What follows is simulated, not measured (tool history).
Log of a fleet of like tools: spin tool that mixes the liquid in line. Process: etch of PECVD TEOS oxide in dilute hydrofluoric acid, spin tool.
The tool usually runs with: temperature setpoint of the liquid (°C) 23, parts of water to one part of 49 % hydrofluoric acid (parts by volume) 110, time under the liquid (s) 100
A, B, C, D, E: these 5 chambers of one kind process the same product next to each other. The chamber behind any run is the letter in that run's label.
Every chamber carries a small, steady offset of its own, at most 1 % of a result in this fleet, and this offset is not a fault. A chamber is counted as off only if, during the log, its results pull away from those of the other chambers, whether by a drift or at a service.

run   hour  temperature setpoint of the liquid (°C)  parts of water to one part of 49 % hydrofluoric acid (parts by volume)  time under the liquid (s)  read-back film thickness of the PECVD TEOS oxide reference wafer, read on the same gauge (nm)  thickness taken off the PECVD TEOS oxide on a monitor wafer (nm)
 1C    6.3                                       23                                                                     110                        100                                                                                         119.99                                                            20.010
 2E   13.2                                       23                                                                     110                        100                                                                                         120.02                                                            19.907
 3D   20.8                                       23                                                                     110                        100                                                                                         119.99                                                            19.646
 4A   25.3                                       23                                                                     110                        100                                                                                         119.98                                                            19.978
 5B   33.7                                       23                                                                     110                        100                                                                                         119.99                                                            19.944
 6E   42.2                                       23                                                                     110                        100                                                                                         119.98                                                            20.416
 7B   51.2                                       23                                                                     110                        100                                                                                         120.01                                                            20.023
 8C   59.6                                       23                                                                     110                        100                                                                                         120.00                                                            20.289
 9D   69.0                                       23                                                                     110                        100                                                                                         120.00                                                            19.907
10A   75.6                                       23                                                                     110                        100                                                                                         120.00                                                            19.899
11B   83.2                                       23                                                                     110                        100                                                                                         120.01                                                            20.376
12C   87.5                                       23                                                                     110                        100                                                                                         120.01                                                            20.039
13D   93.1                                       19                                                                     110                         75                                                                                         120.02                                                            12.815
14A   98.3                                       19                                                                     110                         75                                                                                         120.00                                                            12.666
15E  104.2                                       19                                                                     110                         75                                                                                         119.98                                                            12.875
16E  113.3                                       19                                                                     110                         75                                                                                         120.02                                                            12.862
17B  122.0                                       19                                                                     110                         75                                                                                         120.02                                                            13.171
18C  127.1                                       23                                                                     110                        100                                                                                         120.00                                                            20.218
19D  136.5                                       25                                                                     110                        100                                                                                         119.98                                                            21.361
     136.7  -- chamber E: hydrofluoric acid flow meter replaced
     142.2  -- chamber A: hydrofluoric acid flow meter replaced
20A  144.4                                       25                                                                     110                        100                                                                                         120.01                                                            21.157
21C  149.8                                       25                                                                     110                        100                                                                                         119.99                                                            21.709
22A  156.0                                       25                                                                     110                        100                                                                                         120.00                                                            21.321
23E  161.1                                       25                                                                     110                        100                                                                                         119.99                                                            21.608
24B  167.3                                       23                                                                     110                        100                                                                                         120.00                                                            21.207
25D  176.3                                       23                                                                     110                        100                                                                                         120.01                                                            19.650
26C  181.0                                       23                                                                     110                        100                                                                                         119.99                                                            20.048
27A  190.0                                       23                                                                     110                        150                                                                                         120.00                                                            29.878
28B  197.7                                       23                                                                     110                        150                                                                                         120.00                                                            32.582
29D  206.7                                       23                                                                     110                        150                                                                                         120.01                                                            29.621
30E  214.8                                       23                                                                     110                        150                                                                                         119.97                                                            29.880
31A  223.6                                       23                                                                     110                        150                                                                                         120.01                                                            29.584
32D  232.2                                       23                                                                     110                        100                                                                                         119.99                                                            19.631
33B  239.2                                       23                                                                     110                        100                                                                                         120.03                                                            22.036

One chamber off, gauge drift, or nothing amiss beyond the chambers' own small offsets? If it is a chamber, which one, and what is the likeliest cause?

One chamber, B, drifts off from the rest bit by bit.
Likeliest cause: hydrofluoric acid flow above the setpoint (%) = 9.4.
From this log alone, it may not be told apart from: liquid hotter than its thermometer reads (K).

Below are 4 candidate recipes for chamber B's next run, each the usual settings with a change, their results shown as question marks. Which of them brings B's results back in line with what the other chambers give on the usual settings?
Allowed miss from the other chambers' usual-settings mean, per result, to count as in line: thickness taken off the PECVD TEOS oxide on a monitor wafer (nm) 0.560
34B-1  246.3                                     23.0                                                                     115                         95                                                                                                                                                                ?
34B-2  246.3                                     23.0                                                                     110                        110                                                                                                                                                                ?
34B-3  246.3                                     23.0                                                                     120                         90                                                                                                                                                                ?
34B-4  246.3                                     23.5                                                                     100                        110                                                                                                                                                                ?

Mean of the other chambers on the usual settings: thickness taken off the PECVD TEOS oxide on a monitor wafer (nm) 19.905
  run  thickness taken off the PECVD TEOS oxide on a monitor wafer (nm)
34B-1                                                            19.837
34B-2                                                            24.127
34B-3                                                            17.923
34B-4                                                            27.331
With 34B-1, the chamber falls back in line with the rest.
